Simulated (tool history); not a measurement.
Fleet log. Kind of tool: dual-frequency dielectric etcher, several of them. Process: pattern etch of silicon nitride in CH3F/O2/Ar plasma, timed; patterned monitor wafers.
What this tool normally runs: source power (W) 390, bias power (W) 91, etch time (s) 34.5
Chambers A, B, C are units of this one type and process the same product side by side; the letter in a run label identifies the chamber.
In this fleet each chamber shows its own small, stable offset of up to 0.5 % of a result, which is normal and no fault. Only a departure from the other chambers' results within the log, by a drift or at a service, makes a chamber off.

run   hour  source power (W)  bias power (W)  etch time (s)  hours since the last wet clean  hours since the last source power generator calibration  hours since the last bias power generator calibration  read-back reference wafer on the same gauge, depth_nm  mean etch depth across the wafer (nm)
 1C      8               390              91           34.5                           467.2                                                     1013                                                  100.6                                                 23.398                                  25.84
 2A   16.1               390              91           34.5                           274.9                                                   1570.6                                                  428.3                                                 23.408                                  26.08
 3B   22.5               390              91           34.5                           304.2                                                   2324.3                                                 3557.1                                                 23.399                                 26.023
 4C   30.5               390              91           34.5                           489.7                                                   1035.5                                                  123.1                                                 23.397                                 25.826
 5A   34.4               390              91           34.5                           293.2                                                   1588.9                                                  446.6                                                 23.405                                 26.083
 6B   39.7               390              91             43                           321.4                                                   2341.5                                                 3574.3                                                 23.387                                 32.572
 7C   47.9               390              91             43                           507.1                                                   1052.9                                                  140.5                                                 23.397                                 32.311
 8B   52.6               390              91             43                           334.3                                                   2354.4                                                 3587.2                                                 23.407                                 32.452
 9A   58.8               390              91           34.5                           317.6                                                   1613.3                                                    471                                                 23.404                                 26.023
      62.6  -- chamber C: wet clean of the chamber
10A   67.4               390              91           34.5                           326.2                                                   1621.9                                                  479.6                                                 23.402                                 26.039
11C   73.5               390              91           34.5                              11                                                   1078.5                                                  166.1                                                 23.395                                 25.785
12B   80.7               390              91           34.5                           362.4                                                   2382.5                                                 3615.3                                                 23.393                                 26.137
13C   88.8               390              91           34.5                            26.3                                                   1093.8                                                  181.4                                                 23.408                                 25.841
14B   95.8               390              91           34.5                           377.5                                                   2397.6                                                 3630.4                                                 23.404                                 26.076
15A   99.9               390              91           34.5                           358.7                                                   1654.4                                                  512.1                                                 23.414                                 25.987
16A  105.6               330              91           34.5                           364.4                                                   1660.1                                                  517.8                                                   23.4                                 24.499
17B  110.3               330              91           34.5                             392                                                   2412.1                                                 3644.9                                                 23.409                                 24.502
18C    118               330              91           34.5                            55.5                                                     1123                                                  210.6                                                 23.392                                 24.303
     122.3  -- chamber B: wet clean of the chamber
19C  125.8               390              91           34.5                            63.3                                                   1130.8                                                  218.4                                                 23.398                                 25.834
20B  131.6               390              91           34.5                             9.3                                                   2433.4                                                 3666.2                                                 23.401                                 25.959
21A  136.2               390              91           34.5                             395                                                   1690.7                                                  548.4                                                 23.396                                 26.171
22C  141.6               390              91           34.5                            79.1                                                   1146.6                                                  234.2                                                 23.399                                 25.839
23B  148.2               390              91           34.5                            25.9                                                     2450                                                 3682.8                                                 23.406                                 25.994
24A  152.1               390              91           34.5                           410.9                                                   1706.6                                                  564.3                                                 23.399                                 26.029
25B    161               390              91           34.5                            38.7                                                   2462.8                                                 3695.6                                                 23.393                                 26.067
26C  164.9               390              91           34.5                           102.4                                                   1169.9                                                  257.5                                                 23.399                                 25.865
27A  168.9               460             103           34.5                           427.7                                                   1723.4                                                  581.1                                                 23.394                                 29.106
28A  174.3               460             103           34.5                           433.1                                                   1728.8                                                  586.5                                                 23.385                                 29.063
29C  179.5               460             103           34.5                             117                                                   1184.5                                                  272.1                                                   23.4                                 28.627
30B  186.2               390              91           34.5                            63.9                                                     2488                                                 3720.8                                                 23.398                                 26.134
31C  192.3               390              91           34.5                           129.8                                                   1197.3                                                  284.9                                                 23.402                                 25.925
32B  196.9               390              91           34.5                            74.6                                                   2498.7                                                 3731.5                                                 23.407                                 26.158
33A  204.5               390              91           34.5                           463.3                                                     1759                                                  616.7                                                   23.4                                 26.039
34A  212.1               390              91           34.5                           470.9                                                   1766.6                                                  624.3                                                   23.4                                 26.171
35B  219.1               390              91           34.5                            96.8                                                   2520.9                                                 3753.7                                                 23.396                                 26.139
36C  226.2               390              91           34.5                           163.7                                                   1231.2                                                  318.8                                                 23.397                                 25.881
37A    232               390              91           34.5                           490.8                                                   1786.5                                                  644.2                                                 23.399                                 26.075

Has any chamber moved away from the others, gradually or after a service, or does the common gauge drift, or do the chambers differ only by their own small steady offsets? State the chamber and the most likely cause if one applies.

All chambers stay in line apart from their small fixed offsets, and the gauge does not drift.
